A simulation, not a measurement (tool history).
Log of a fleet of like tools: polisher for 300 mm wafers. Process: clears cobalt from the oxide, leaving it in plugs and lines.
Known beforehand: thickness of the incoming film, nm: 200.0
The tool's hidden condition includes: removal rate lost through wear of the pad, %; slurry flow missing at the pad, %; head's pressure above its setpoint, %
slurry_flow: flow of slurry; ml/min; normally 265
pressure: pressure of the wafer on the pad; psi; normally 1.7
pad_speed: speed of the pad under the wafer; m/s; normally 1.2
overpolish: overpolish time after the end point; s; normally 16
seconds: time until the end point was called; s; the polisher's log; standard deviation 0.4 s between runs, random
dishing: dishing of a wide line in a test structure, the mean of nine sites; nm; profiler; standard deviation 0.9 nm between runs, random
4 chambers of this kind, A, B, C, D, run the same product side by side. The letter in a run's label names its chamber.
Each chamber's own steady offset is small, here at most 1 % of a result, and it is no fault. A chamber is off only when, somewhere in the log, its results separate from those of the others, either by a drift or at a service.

run,day,slurry_flow,pressure,pad_speed,overpolish,wafers polished on this pad,hours since the slurry nozzle was cleaned,hours since the head pressure was calibrated,seconds,dishing
1D,0.117,265,1.7,1.2,16,330,485.8,346.1,44.598,41.637
2A,0.325,265,1.7,1.2,16,785,276.2,200.6,45.646,41.694
3C,0.492,265,1.7,1.2,16,241,90.5,202.6,44.364,42.809
4B,0.617,265,1.7,1.2,16,370,714.7,58.8,45.151,44.377
5B,0.762,265,1.7,1.2,16,394,718.2,62.3,45.116,42.994
6D,0.892,265,1.7,1.2,16,456,504.4,364.7,44.775,42.543
7A,1.029,265,1.7,1.2,16,899,293.1,217.5,45.1,42.248
8C,1.188,265,1.7,1.2,16,353,107.2,219.3,44.651,42.954
9B,1.35,265,1.7,1.2,16,489,732.3,76.4,44.742,41.934
10A,1.533,265,1.7,1.2,16,981,305.2,229.6,45,41.654
# day 1.646: chamber D: worn pad replaced by a new one
11D,1.729,265,1.7,1.2,16,13,524.5,384.8,44.864,42.23
12C,1.917,265,1.7,1.2,16,472,124.7,236.8,44.429,40.999
# day 1.979: chamber A: worn pad replaced by a new one
13B,2.021,265,1.7,1.2,16,598,748.4,92.5,45.701,42.739
14C,2.221,265,1.7,1.2,16,521,132,244.1,45.177,42.242
15A,2.388,265,1.7,1.2,16,66,325.7,250.1,44.593,40.793
16D,2.608,265,1.7,1.2,16,156,545.6,405.9,44.385,41.408
17B,2.754,265,1.7,1.2,16,716,766,110.1,45.302,40.738
18D,2.938,265,1.7,1.6,13,209,553.5,413.8,33.421,43.206
19A,3.162,265,1.7,1.6,13,192,344.3,268.7,33.425,41.858
20C,3.325,265,1.7,1.6,13,700,158.5,270.6,33.348,44.708
# day 3.35: chamber C: worn pad replaced by a new one
21D,3.533,265,1.7,1.6,13,306,567.8,428.1,33.216,43.601
22C,3.754,265,1.7,1.2,16,66,168.8,280.9,44.111,42.872
23B,3.983,265,1.7,1.2,16,916,795.5,139.6,45.322,41.706
24A,4.092,265,1.7,1.2,16,343,366.6,291,45.288,39.253
25B,4.317,265,2,1.06,16,970,803.5,147.6,43.1,42.883
26D,4.462,265,2,1.06,16,456,590.1,450.4,43.311,44.702
27A,4.679,265,2,1.06,16,438,380.7,305.1,43.349,43.435
28C,4.862,265,2,1.06,16,245,195.4,307.5,43.364,43.717
29C,5.008,265,1.7,1.2,16,269,198.9,311,43.871,42.132
# day 5.096: chamber D: worn pad replaced by a new one
30D,5.188,265,1.7,1.2,16,15,607.5,467.8,44.663,41.305
31B,5.35,265,1.7,1.34,7,1137,828.3,172.4,40.962,26.544

The same settings go to every chamber for the next run, one line per chamber below. Forecast the results for each:
32A,5.521,265,1.7,1.2,16,,,,?,?
32B,5.521,265,1.7,1.2,16,,,,?,?
32C,5.521,265,1.7,1.2,16,,,,?,?
32D,5.521,265,1.7,1.2,16,,,,?,?

run,seconds,dishing
32A,45.755,40.901
32B,45.4,42.807
32C,44.676,40.946
32D,44.952,42.144
